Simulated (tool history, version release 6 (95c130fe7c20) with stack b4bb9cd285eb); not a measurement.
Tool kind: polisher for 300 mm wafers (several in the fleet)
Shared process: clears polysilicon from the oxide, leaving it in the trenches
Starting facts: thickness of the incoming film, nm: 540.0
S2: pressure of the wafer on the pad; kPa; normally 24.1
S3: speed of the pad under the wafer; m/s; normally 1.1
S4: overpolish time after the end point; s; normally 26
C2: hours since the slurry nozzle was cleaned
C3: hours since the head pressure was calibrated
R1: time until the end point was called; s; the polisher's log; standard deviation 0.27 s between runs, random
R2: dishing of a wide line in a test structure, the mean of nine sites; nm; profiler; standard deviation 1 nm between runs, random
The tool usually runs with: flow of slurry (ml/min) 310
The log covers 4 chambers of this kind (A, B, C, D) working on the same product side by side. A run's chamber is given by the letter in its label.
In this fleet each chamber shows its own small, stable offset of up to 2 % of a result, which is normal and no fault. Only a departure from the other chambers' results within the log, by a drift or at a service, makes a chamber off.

Run 1C, hour 12.1: usual settings; wafers polished on this pad 310; C2 319.7; C3 419.6. Result: R1 23.531 s, R2 82.174 nm.
At hour 17.9: chamber B: worn pad replaced by a new one.
Run 2A, hour 25.2: usual settings; wafers polished on this pad 1123; C2 110.8; C3 183.2. Result: R1 23.689 s, R2 86.798 nm.
At hour 35.9: chamber A: worn pad replaced by a new one.
Run 3B, hour 41.5: usual settings; wafers polished on this pad 266; C2 125.2; C3 500.2. Result: R1 24.728 s, R2 85.107 nm.
Run 4D, hour 54.9: usual settings; wafers polished on this pad 882; C2 172.3; C3 130. Result: R1 24.197 s, R2 81.965 nm.
At hour 56.3: chamber C: worn pad replaced by a new one.
At hour 59: chamber D: worn pad replaced by a new one.
Run 5C, hour 68.2: usual settings; wafers polished on this pad 134; C2 375.8; C3 475.7. Result: R1 24.102 s, R2 82.407 nm.
Run 6B, hour 83: usual settings but flow of slurry (ml/min) 260, S2 20.7 kPa; wafers polished on this pad 734; C2 166.7; C3 541.7. Result: R1 29.005 s, R2 85.895 nm.
Run 7A, hour 94.5: usual settings but flow of slurry (ml/min) 260, S2 20.7 kPa; wafers polished on this pad 660; C2 180.1; C3 252.5. Result: R1 27.887 s, R2 84.016 nm.
At hour 94.9: chamber B: worn pad replaced by a new one.
Run 8D, hour 104.8: usual settings but flow of slurry (ml/min) 260, S2 20.7 kPa; wafers polished on this pad 516; C2 222.2; C3 179.9. Result: R1 29.284 s, R2 84.983 nm.
Run 9C, hour 119.3: usual settings but flow of slurry (ml/min) 260, S2 20.7 kPa; wafers polished on this pad 710; C2 426.9; C3 526.8. Result: R1 28.509 s, R2 82.747 nm.
At hour 128.9: chamber C: worn pad replaced by a new one.
Run 10B, hour 134.9: usual settings; wafers polished on this pad 451; C2 218.6; C3 593.6. Result: R1 24.679 s, R2 86.29 nm.
At hour 137.9: chamber B: slurry nozzle cleaned.
At hour 141: chamber D: worn pad replaced by a new one.
At hour 141.4: chamber A: worn pad replaced by a new one.
At hour 143.8: chamber C: head pressure recalibrated.
Run 11D, hour 145.7: usual settings; wafers polished on this pad 53; C2 263.1; C3 220.8. Result: R1 24.539 s, R2 84.941 nm.
Run 12A, hour 159.8: usual settings; wafers polished on this pad 207; C2 245.4; C3 317.8. Result: R1 23.494 s, R2 84.157 nm.
At hour 170.7: chamber B: head pressure recalibrated.
Run 13A, hour 173.5: usual settings; wafers polished on this pad 362; C2 259.1; C3 331.5. Result: R1 23.739 s, R2 85.059 nm.
At hour 176.7: chamber B: worn pad replaced by a new one.
Run 14D, hour 184: usual settings; wafers polished on this pad 485; C2 301.4; C3 259.1. Result: R1 24.667 s, R2 84.93 nm.
Run 15B, hour 193.9: usual settings but S4 37 s; wafers polished on this pad 193; C2 56; C3 23.2. Result: R1 24.261 s, R2 83.14 nm.
At hour 201: chamber C: worn pad replaced by a new one.
At hour 206.6: chamber C: slurry nozzle cleaned.
Run 16C, hour 208: usual settings but S4 37 s; wafers polished on this pad 79; C2 1.4; C3 64.2. Result: R1 23.893 s, R2 82.047 nm.
At hour 213.3: chamber D: worn pad replaced by a new one.
At hour 215.1: chamber A: head pressure recalibrated.
Run 17D, hour 224.2: usual settings but S4 37 s; wafers polished on this pad 123; C2 341.6; C3 299.3. Result: R1 24.462 s, R2 84.15 nm.
Run 18B, hour 236.7: usual settings but S4 37 s; wafers polished on this pad 676; C2 98.8; C3 66. Result: R1 24.153 s, R2 84.833 nm.
Run 19A, hour 252.1: usual settings; wafers polished on this pad 1248; C2 337.7; C3 37. Result: R1 23.186 s, R2 83.614 nm.
At hour 255: chamber B: worn pad replaced by a new one.
Run 20C, hour 262.3: usual settings; wafers polished on this pad 691; C2 55.7; C3 118.5. Result: R1 24.081 s, R2 82.47 nm.
At hour 264.3: chamber A: slurry nozzle cleaned.
At hour 265.6: chamber A: worn pad replaced by a new one.
Run 21D, hour 272.3: usual settings; wafers polished on this pad 665; C2 389.7; C3 347.4. Result: R1 24.698 s, R2 84.619 nm.
At hour 276.9: chamber C: worn pad replaced by a new one.
Run 22B, hour 281.1: usual settings; wafers polished on this pad 294; C2 143.2; C3 110.4. Result: R1 24.207 s, R2 84.867 nm.
At hour 294.1: chamber D: worn pad replaced by a new one.
Run 23A, hour 295.8: usual settings; wafers polished on this pad 340; C2 31.6; C3 80.7. Result: R1 23.702 s, R2 85.519 nm.
Run 24C, hour 305.5: usual settings; wafers polished on this pad 322; C2 98.9; C3 161.7. Result: R1 23.591 s, R2 84.555 nm.
Run 25A, hour 315.8: usual settings but flow of slurry (ml/min) 385; wafers polished on this pad 566; C2 51.6; C3 100.7. Result: R1 23.352 s, R2 86.925 nm.
Run 26C, hour 327.1: usual settings but flow of slurry (ml/min) 385; wafers polished on this pad 566; C2 120.5; C3 183.3. Result: R1 23.716 s, R2 80.45 nm.
At hour 330.9: chamber B: worn pad replaced by a new one.
At hour 337.1: chamber D: slurry nozzle cleaned.
Run 27B, hour 341.8: usual settings but flow of slurry (ml/min) 385; wafers polished on this pad 123; C2 203.9; C3 171.1. Result: R1 24.179 s, R2 85.203 nm.
At hour 347.1: chamber C: worn pad replaced by a new one.
Run 28D, hour 358.2: usual settings but flow of slurry (ml/min) 385; wafers polished on this pad 723; C2 21.1; C3 433.3. Result: R1 24.151 s, R2 84.213 nm.
Run 29C, hour 367.5: usual settings; wafers polished on this pad 230; C2 160.9; C3 223.7. Result: R1 23.459 s, R2 80.701 nm.
At hour 377.7: chamber A: worn pad replaced by a new one.
Run 30A, hour 379.5: usual settings but S2 30.3 kPa, S3 1.38 m/s; wafers polished on this pad 21; C2 115.3; C3 164.4. Result: R1 15.313 s, R2 83.951 nm.
At hour 381.1: chamber D: worn pad replaced by a new one.
Run 31D, hour 388.4: usual settings but S2 30.3 kPa, S3 1.38 m/s; wafers polished on this pad 82; C2 51.3; C3 463.5. Result: R1 15.071 s, R2 86.116 nm.
At hour 397.6: chamber B: slurry nozzle cleaned.
At hour 403.2: chamber B: worn pad replaced by a new one.
Run 32B, hour 404.7: usual settings but S2 30.3 kPa, S3 1.38 m/s; wafers polished on this pad 17; C2 7.2; C3 234. Result: R1 15.515 s, R2 86.822 nm.

All 4 chambers run these settings next. Forecast each chamber's results:
Run 33A, hour 416.7: usual settings. Result: R1 ?, R2 ?.
Run 33B, hour 416.7: usual settings. Result: R1 ?, R2 ?.
Run 33C, hour 416.7: usual settings. Result: R1 ?, R2 ?.
Run 33D, hour 416.7: usual settings. Result: R1 ?, R2 ?.

run      R1      R2
33A  23.974  84.364
33B  24.403  83.965
33C  24.047  82.468
33D  24.322  84.403
